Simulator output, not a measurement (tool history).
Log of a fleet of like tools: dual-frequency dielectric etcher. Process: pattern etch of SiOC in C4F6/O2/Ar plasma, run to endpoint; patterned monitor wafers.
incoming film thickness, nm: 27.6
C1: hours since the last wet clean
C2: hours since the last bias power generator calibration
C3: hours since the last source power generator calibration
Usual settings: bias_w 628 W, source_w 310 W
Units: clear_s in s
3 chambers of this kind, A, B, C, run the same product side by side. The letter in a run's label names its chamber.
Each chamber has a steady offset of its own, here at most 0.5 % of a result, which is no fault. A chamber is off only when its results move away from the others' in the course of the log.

{"hour": 8.9, "done": "chamber B: source power generator calibrated"}
{"run": "1A", "hour": 9.9, "bias_w": 628, "source_w": 310, "C1": 134.3, "C2": 4167.4, "C3": 558.7, "clear_s": 9.4373}
{"run": "2C", "hour": 20.3, "bias_w": 628, "source_w": 310, "C1": 552.8, "C2": 2026.2, "C3": 1414.8, "clear_s": 9.2818}
{"run": "3B", "hour": 26.1, "bias_w": 628, "source_w": 310, "C1": 122, "C2": 1474.9, "C3": 17.3, "clear_s": 9.3134}
{"run": "4C", "hour": 31.6, "bias_w": 628, "source_w": 310, "C1": 564.1, "C2": 2037.5, "C3": 1426.1, "clear_s": 9.2805}
{"run": "5B", "hour": 37.6, "bias_w": 628, "source_w": 310, "C1": 133.5, "C2": 1486.4, "C3": 28.8, "clear_s": 9.3454}
{"run": "6A", "hour": 46.6, "bias_w": 776, "source_w": 350, "C1": 171, "C2": 4204.1, "C3": 595.4, "clear_s": 8.4092}
{"run": "7A", "hour": 57.6, "bias_w": 776, "source_w": 350, "C1": 182, "C2": 4215.1, "C3": 606.4, "clear_s": 8.3294}
{"run": "8C", "hour": 64.1, "bias_w": 776, "source_w": 350, "C1": 596.6, "C2": 2070, "C3": 1458.6, "clear_s": 8.2531}
{"run": "9B", "hour": 75.7, "bias_w": 628, "source_w": 310, "C1": 171.6, "C2": 1524.5, "C3": 66.9, "clear_s": 9.3242}
{"run": "10A", "hour": 82.9, "bias_w": 628, "source_w": 310, "C1": 207.3, "C2": 4240.4, "C3": 631.7, "clear_s": 9.5053}
{"run": "11C", "hour": 94.7, "bias_w": 628, "source_w": 310, "C1": 627.2, "C2": 2100.6, "C3": 1489.2, "clear_s": 9.2596}
{"run": "12B", "hour": 101.8, "bias_w": 628, "source_w": 310, "C1": 197.7, "C2": 1550.6, "C3": 93, "clear_s": 9.3972}
{"run": "13A", "hour": 109.8, "bias_w": 628, "source_w": 310, "C1": 234.2, "C2": 4267.3, "C3": 658.6, "clear_s": 9.5444}
{"run": "14B", "hour": 119.4, "bias_w": 628, "source_w": 310, "C1": 215.3, "C2": 1568.2, "C3": 110.6, "clear_s": 9.3175}
{"hour": 120.9, "done": "chamber C: wet clean of the chamber"}
{"run": "15C", "hour": 125.9, "bias_w": 628, "source_w": 310, "C1": 5.1, "C2": 2131.8, "C3": 1520.4, "clear_s": 9.487}
{"run": "16A", "hour": 134.7, "bias_w": 628, "source_w": 310, "C1": 259.1, "C2": 4292.2, "C3": 683.5, "clear_s": 9.5883}
{"run": "17C", "hour": 143.0, "bias_w": 628, "source_w": 310, "C1": 22.2, "C2": 2148.9, "C3": 1537.5, "clear_s": 9.4416}
{"run": "18B", "hour": 151.8, "bias_w": 628, "source_w": 310, "C1": 247.7, "C2": 1600.6, "C3": 143, "clear_s": 9.3169}
{"run": "19C", "hour": 163.6, "bias_w": 628, "source_w": 310, "C1": 42.8, "C2": 2169.5, "C3": 1558.1, "clear_s": 9.2849}
{"run": "20A", "hour": 169.8, "bias_w": 628, "source_w": 310, "C1": 294.2, "C2": 4327.3, "C3": 718.6, "clear_s": 9.6105}
{"run": "21B", "hour": 181.5, "bias_w": 628, "source_w": 310, "C1": 277.4, "C2": 1630.3, "C3": 172.7, "clear_s": 9.3883}
{"run": "22A", "hour": 192.5, "bias_w": 628, "source_w": 310, "C1": 316.9, "C2": 4350, "C3": 741.3, "clear_s": 9.6002}
{"run": "23C", "hour": 197.7, "bias_w": 628, "source_w": 310, "C1": 76.9, "C2": 2203.6, "C3": 1592.2, "clear_s": 9.3408}
{"run": "24B", "hour": 208.7, "bias_w": 628, "source_w": 310, "C1": 304.6, "C2": 1657.5, "C3": 199.9, "clear_s": 9.4322}
{"run": "25B", "hour": 217.2, "bias_w": 628, "source_w": 310, "C1": 313.1, "C2": 1666, "C3": 208.4, "clear_s": 9.3232}
{"hour": 217.7, "done": "chamber A: bias power generator calibrated"}
{"run": "26C", "hour": 224.7, "bias_w": 628, "source_w": 310, "C1": 103.9, "C2": 2230.6, "C3": 1619.2, "clear_s": 9.3088}
{"run": "27A", "hour": 230.4, "bias_w": 628, "source_w": 310, "C1": 354.8, "C2": 12.7, "C3": 779.2, "clear_s": 9.6127}
{"run": "28A", "hour": 238.4, "bias_w": 628, "source_w": 310, "C1": 362.8, "C2": 20.7, "C3": 787.2, "clear_s": 9.6768}
{"run": "29C", "hour": 244.4, "bias_w": 628, "source_w": 310, "C1": 123.6, "C2": 2250.3, "C3": 1638.9, "clear_s": 9.3499}
{"run": "30B", "hour": 252.5, "bias_w": 628, "source_w": 310, "C1": 348.4, "C2": 1701.3, "C3": 243.7, "clear_s": 9.449}
{"run": "31A", "hour": 262.4, "bias_w": 768, "source_w": 270, "C1": 386.8, "C2": 44.7, "C3": 811.2, "clear_s": 9.4803}
{"run": "32B", "hour": 273.5, "bias_w": 768, "source_w": 270, "C1": 369.4, "C2": 1722.3, "C3": 264.7, "clear_s": 9.0755}
{"run": "33C", "hour": 283.6, "bias_w": 768, "source_w": 270, "C1": 162.8, "C2": 2289.5, "C3": 1678.1, "clear_s": 9.053}
{"run": "34B", "hour": 294.1, "bias_w": 628, "source_w": 360, "C1": 390, "C2": 1742.9, "C3": 285.3, "clear_s": 8.9204}
{"run": "35A", "hour": 301.9, "bias_w": 628, "source_w": 360, "C1": 426.3, "C2": 84.2, "C3": 850.7, "clear_s": 9.2188}
{"run": "36C", "hour": 313.4, "bias_w": 628, "source_w": 360, "C1": 192.6, "C2": 2319.3, "C3": 1707.9, "clear_s": 8.8561}
{"run": "37A", "hour": 319.8, "bias_w": 628, "source_w": 310, "C1": 444.2, "C2": 102.1, "C3": 868.6, "clear_s": 9.7517}
{"run": "38B", "hour": 329.1, "bias_w": 628, "source_w": 310, "C1": 425, "C2": 1777.9, "C3": 320.3, "clear_s": 9.429}

Is one chamber off against the others, does the gauge drift, or is nothing wrong? If a chamber is off, say which, and what the likeliest cause is.

Chamber A drifts away from the others.
Cause: etch rate under this chamber's usual, % = 4.83.

Here are 4 candidates for chamber A's next run, each the usual settings with a change, their results left as question marks. Which one brings its results back in line with what the others give on the usual settings?
In line means no further than this from the other chambers' mean on the usual settings: clear_s 0.21 s
{"run": "39A-1", "hour": 337.6, "bias_w": 550, "source_w": 270, "clear_s": "?"}
{"run": "39A-2", "hour": 337.6, "bias_w": 716, "source_w": 310, "clear_s": "?"}
{"run": "39A-3", "hour": 337.6, "bias_w": 628, "source_w": 270, "clear_s": "?"}
{"run": "39A-4", "hour": 337.6, "bias_w": 628, "source_w": 400, "clear_s": "?"}

The other chambers' mean on the usual settings: clear_s 9.3485 s
run=39A-1 clear_s=10.953
run=39A-2 clear_s=9.4067
run=39A-3 clear_s=10.411
run=39A-4 clear_s=9.0107
39A-2 brings the chamber back in line.
